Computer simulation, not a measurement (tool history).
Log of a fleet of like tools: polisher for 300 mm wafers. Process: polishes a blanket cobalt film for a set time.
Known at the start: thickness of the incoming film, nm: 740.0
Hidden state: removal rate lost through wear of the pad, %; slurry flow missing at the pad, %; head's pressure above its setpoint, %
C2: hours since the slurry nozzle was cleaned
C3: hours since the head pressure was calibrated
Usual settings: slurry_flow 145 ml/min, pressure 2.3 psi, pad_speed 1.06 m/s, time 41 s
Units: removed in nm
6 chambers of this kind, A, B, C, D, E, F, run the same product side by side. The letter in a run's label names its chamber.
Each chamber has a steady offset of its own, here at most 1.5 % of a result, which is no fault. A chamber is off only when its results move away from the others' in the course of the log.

run 1F hour=7.3 | slurry_flow=145 pressure=2.3 pad_speed=1.06 time=41 | wafers_polished_on_this_pad=1260 C2=128.7 C3=150.9 | removed=300.7
run 2A hour=20.9 | slurry_flow=145 pressure=2.3 pad_speed=1.06 time=41 | wafers_polished_on_this_pad=1179 C2=193 C3=106.9 | removed=289.44
-- hour=31.5 chamber F: worn pad replaced by a new one
run 3D hour=32.6 | slurry_flow=145 pressure=2.3 pad_speed=1.06 time=41 | wafers_polished_on_this_pad=1039 C2=120.4 C3=230.5 | removed=291.13
run 4E hour=45.9 | slurry_flow=145 pressure=2.3 pad_speed=1.06 time=41 | wafers_polished_on_this_pad=1295 C2=652.5 C3=314.2 | removed=298.77
-- hour=50.7 chamber D: worn pad replaced by a new one
-- hour=57.4 chamber A: worn pad replaced by a new one
run 5B hour=57.4 | slurry_flow=145 pressure=2.3 pad_speed=1.06 time=41 | wafers_polished_on_this_pad=1456 C2=389.9 C3=614.9 | removed=297.89
-- hour=61.9 chamber E: worn pad replaced by a new one
-- hour=64 chamber C: worn pad replaced by a new one
run 6C hour=69.2 | slurry_flow=145 pressure=2.3 pad_speed=1.06 time=41 | wafers_polished_on_this_pad=73 C2=161.3 C3=420.6 | removed=299.35
run 7C hour=83.3 | slurry_flow=145 pressure=2.3 pad_speed=1.06 time=41 | wafers_polished_on_this_pad=269 C2=175.4 C3=434.7 | removed=295.25
run 8B hour=95.1 | slurry_flow=145 pressure=2.3 pad_speed=1.06 time=41 | wafers_polished_on_this_pad=1980 C2=427.6 C3=652.6 | removed=296.34
run 9A hour=107.7 | slurry_flow=145 pressure=2.3 pad_speed=1.06 time=41 | wafers_polished_on_this_pad=700 C2=279.8 C3=193.7 | removed=297.14
run 10D hour=115.4 | slurry_flow=145 pressure=2.3 pad_speed=1.06 time=41 | wafers_polished_on_this_pad=902 C2=203.2 C3=313.3 | removed=293.09
run 11F hour=124.3 | slurry_flow=145 pressure=2.3 pad_speed=1.06 time=41 | wafers_polished_on_this_pad=1293 C2=245.7 C3=267.9 | removed=298
run 12E hour=134.5 | slurry_flow=145 pressure=2.3 pad_speed=1.06 time=41 | wafers_polished_on_this_pad=1011 C2=741.1 C3=402.8 | removed=293.27
-- hour=137 chamber E: slurry nozzle cleaned
-- hour=138.8 chamber F: worn pad replaced by a new one
-- hour=142.1 chamber C: slurry nozzle cleaned
run 13C hour=149.2 | slurry_flow=145 pressure=2.3 pad_speed=1.06 time=41 | wafers_polished_on_this_pad=1186 C2=7.1 C3=500.6 | removed=293.45
run 14E hour=161.2 | slurry_flow=145 pressure=2.3 pad_speed=0.9 time=41 | wafers_polished_on_this_pad=1383 C2=24.2 C3=429.5 | removed=255.61
-- hour=163.1 chamber A: worn pad replaced by a new one
run 15B hour=169.6 | slurry_flow=145 pressure=2.3 pad_speed=0.9 time=41 | wafers_polished_on_this_pad=3018 C2=502.1 C3=727.1 | removed=247.84
-- hour=171.7 chamber D: worn pad replaced by a new one
-- hour=176.4 chamber A: head pressure recalibrated
-- hour=177.2 chamber C: worn pad replaced by a new one
-- hour=182 chamber E: worn pad replaced by a new one
run 16F hour=182.2 | slurry_flow=145 pressure=2.3 pad_speed=0.9 time=41 | wafers_polished_on_this_pad=604 C2=303.6 C3=325.8 | removed=251.48
run 17D hour=197.3 | slurry_flow=145 pressure=2.3 pad_speed=0.9 time=41 | wafers_polished_on_this_pad=357 C2=285.1 C3=395.2 | removed=249.36
-- hour=201 chamber A: slurry nozzle cleaned
run 18A hour=211.5 | slurry_flow=145 pressure=2.3 pad_speed=0.9 time=41 | wafers_polished_on_this_pad=674 C2=10.5 C3=35.1 | removed=250.05
run 19E hour=223.5 | slurry_flow=145 pressure=2.3 pad_speed=0.9 time=41 | wafers_polished_on_this_pad=578 C2=86.5 C3=491.8 | removed=257.22
run 20A hour=236.1 | slurry_flow=145 pressure=2.3 pad_speed=1.06 time=41 | wafers_polished_on_this_pad=1017 C2=35.1 C3=59.7 | removed=294.11
-- hour=249.1 chamber F: worn pad replaced by a new one
run 21B hour=249.1 | slurry_flow=145 pressure=2.3 pad_speed=1.06 time=41 | wafers_polished_on_this_pad=4125 C2=581.6 C3=806.6 | removed=290.08
run 22C hour=257.9 | slurry_flow=145 pressure=2.3 pad_speed=1.06 time=41 | wafers_polished_on_this_pad=1124 C2=115.8 C3=609.3 | removed=294.89
run 23F hour=272.4 | slurry_flow=145 pressure=2.3 pad_speed=1.06 time=41 | wafers_polished_on_this_pad=325 C2=393.8 C3=416 | removed=299.06
-- hour=274.1 chamber A: worn pad replaced by a new one
-- hour=276.7 chamber C: worn pad replaced by a new one
run 24D hour=283.7 | slurry_flow=145 pressure=2.3 pad_speed=1.06 time=41 | wafers_polished_on_this_pad=1560 C2=371.5 C3=481.6 | removed=293.1
-- hour=291 chamber D: worn pad replaced by a new one
-- hour=292.9 chamber E: worn pad replaced by a new one
run 25B hour=298.4 | slurry_flow=145 pressure=2.3 pad_speed=1.06 time=41 | wafers_polished_on_this_pad=4811 C2=630.9 C3=855.9 | removed=287.99
-- hour=303.8 chamber D: slurry nozzle cleaned
-- hour=304 chamber F: slurry nozzle cleaned
run 26C hour=314.1 | slurry_flow=145 pressure=2.3 pad_speed=1.06 time=41 | wafers_polished_on_this_pad=521 C2=172 C3=665.5 | removed=291.11
run 27E hour=324.9 | slurry_flow=145 pressure=2.3 pad_speed=1.06 time=41 | wafers_polished_on_this_pad=446 C2=187.9 C3=593.2 | removed=298.01
-- hour=329.6 chamber B: slurry nozzle cleaned
run 28A hour=335.2 | slurry_flow=145 pressure=2.3 pad_speed=1.06 time=41 | wafers_polished_on_this_pad=851 C2=134.2 C3=158.8 | removed=299.58
run 29F hour=349 | slurry_flow=145 pressure=2.3 pad_speed=1.06 time=41 | wafers_polished_on_this_pad=1391 C2=45.1 C3=492.6 | removed=297.95
-- hour=355.5 chamber F: head pressure recalibrated
-- hour=356.1 chamber C: slurry nozzle cleaned
-- hour=361.1 chamber F: worn pad replaced by a new one
run 30D hour=362.9 | slurry_flow=145 pressure=2.3 pad_speed=1.06 time=41 | wafers_polished_on_this_pad=1002 C2=59.2 C3=560.8 | removed=298.57
-- hour=367.1 chamber C: worn pad replaced by a new one
run 31E hour=372.4 | slurry_flow=145 pressure=2.3 pad_speed=1.06 time=41 | wafers_polished_on_this_pad=1107 C2=235.4 C3=640.7 | removed=293.59
-- hour=379.5 chamber B: head pressure recalibrated
run 32F hour=386.8 | slurry_flow=145 pressure=2.3 pad_speed=1.06 time=41 | wafers_polished_on_this_pad=359 C2=82.9 C3=31.3 | removed=296.24
-- hour=389 chamber A: worn pad replaced by a new one
run 33C hour=394.8 | slurry_flow=145 pressure=2.3 pad_speed=1.06 time=41 | wafers_polished_on_this_pad=386 C2=38.8 C3=746.2 | removed=295.82
-- hour=398.6 chamber E: worn pad replaced by a new one
-- hour=404.7 chamber D: worn pad replaced by a new one
run 34A hour=404.9 | slurry_flow=145 pressure=2.3 pad_speed=1.06 time=41 | wafers_polished_on_this_pad=222 C2=203.9 C3=228.5 | removed=293.7
run 35D hour=420.9 | slurry_flow=145 pressure=2.3 pad_speed=1.06 time=41 | wafers_polished_on_this_pad=226 C2=117.2 C3=618.8 | removed=290.16
run 36B hour=435 | slurry_flow=145 pressure=2.3 pad_speed=1.06 time=41 | wafers_polished_on_this_pad=6713 C2=105.5 C3=55.6 | removed=276.58
run 37C hour=446.9 | slurry_flow=145 pressure=2.3 pad_speed=1.06 time=41 | wafers_polished_on_this_pad=1111 C2=90.9 C3=798.3 | removed=295.53
-- hour=458.9 chamber F: worn pad replaced by a new one
run 38F hour=461.2 | slurry_flow=145 pressure=2.3 pad_speed=1.06 time=29 | wafers_polished_on_this_pad=32 C2=157.3 C3=105.7 | removed=209.6
-- hour=464.2 chamber A: head pressure recalibrated
run 39D hour=474.1 | slurry_flow=145 pressure=2.3 pad_speed=1.06 time=29 | wafers_polished_on_this_pad=967 C2=170.4 C3=672 | removed=210.62
-- hour=489.2 chamber E: worn pad replaced by a new one
run 40E hour=489.8 | slurry_flow=145 pressure=2.3 pad_speed=1.06 time=29 | wafers_polished_on_this_pad=8 C2=352.8 C3=758.1 | removed=210.52
-- hour=497.3 chamber A: worn pad replaced by a new one
run 41B hour=504.2 | slurry_flow=145 pressure=2.3 pad_speed=1.06 time=29 | wafers_polished_on_this_pad=7677 C2=174.7 C3=124.8 | removed=192.49
run 42A hour=516.6 | slurry_flow=145 pressure=2.3 pad_speed=1.06 time=29 | wafers_polished_on_this_pad=269 C2=315.6 C3=52.5 | removed=210.12
run 43A hour=527.5 | slurry_flow=145 pressure=2.3 pad_speed=1.06 time=29 | wafers_polished_on_this_pad=420 C2=326.5 C3=63.4 | removed=207.18

What goes on in this fleet: one chamber off, a drifting gauge, or nothing beyond the chambers' own small offsets? Name the chamber and the cause, if any.

Chamber B drifts away from the others.
Cause: removal rate lost through wear of the pad, % = 9.06.

Here are 4 candidates for chamber B's next run, each the usual settings with a change, their results left as question marks. Which one brings its results back in line with what the others give on the usual settings?
In line means no further than this from the other chambers' mean on the usual settings: removed 11 nm
run 44B-1 hour=539.3 | slurry_flow=145 pressure=2.4 pad_speed=1.08 time=42 | removed=?
run 44B-2 hour=539.3 | slurry_flow=145 pressure=2.5 pad_speed=1.06 time=45 | removed=?
run 44B-3 hour=539.3 | slurry_flow=100 pressure=2.3 pad_speed=1.06 time=41 | removed=?
run 44B-4 hour=539.3 | slurry_flow=145 pressure=2.3 pad_speed=1.06 time=34 | removed=?

The other chambers' mean on the usual settings: removed 294.45 nm
run=44B-1 removed=294.84
run=44B-2 removed=323.18
run=44B-3 removed=250.37
run=44B-4 removed=224.41
44B-1 brings the chamber back in line.
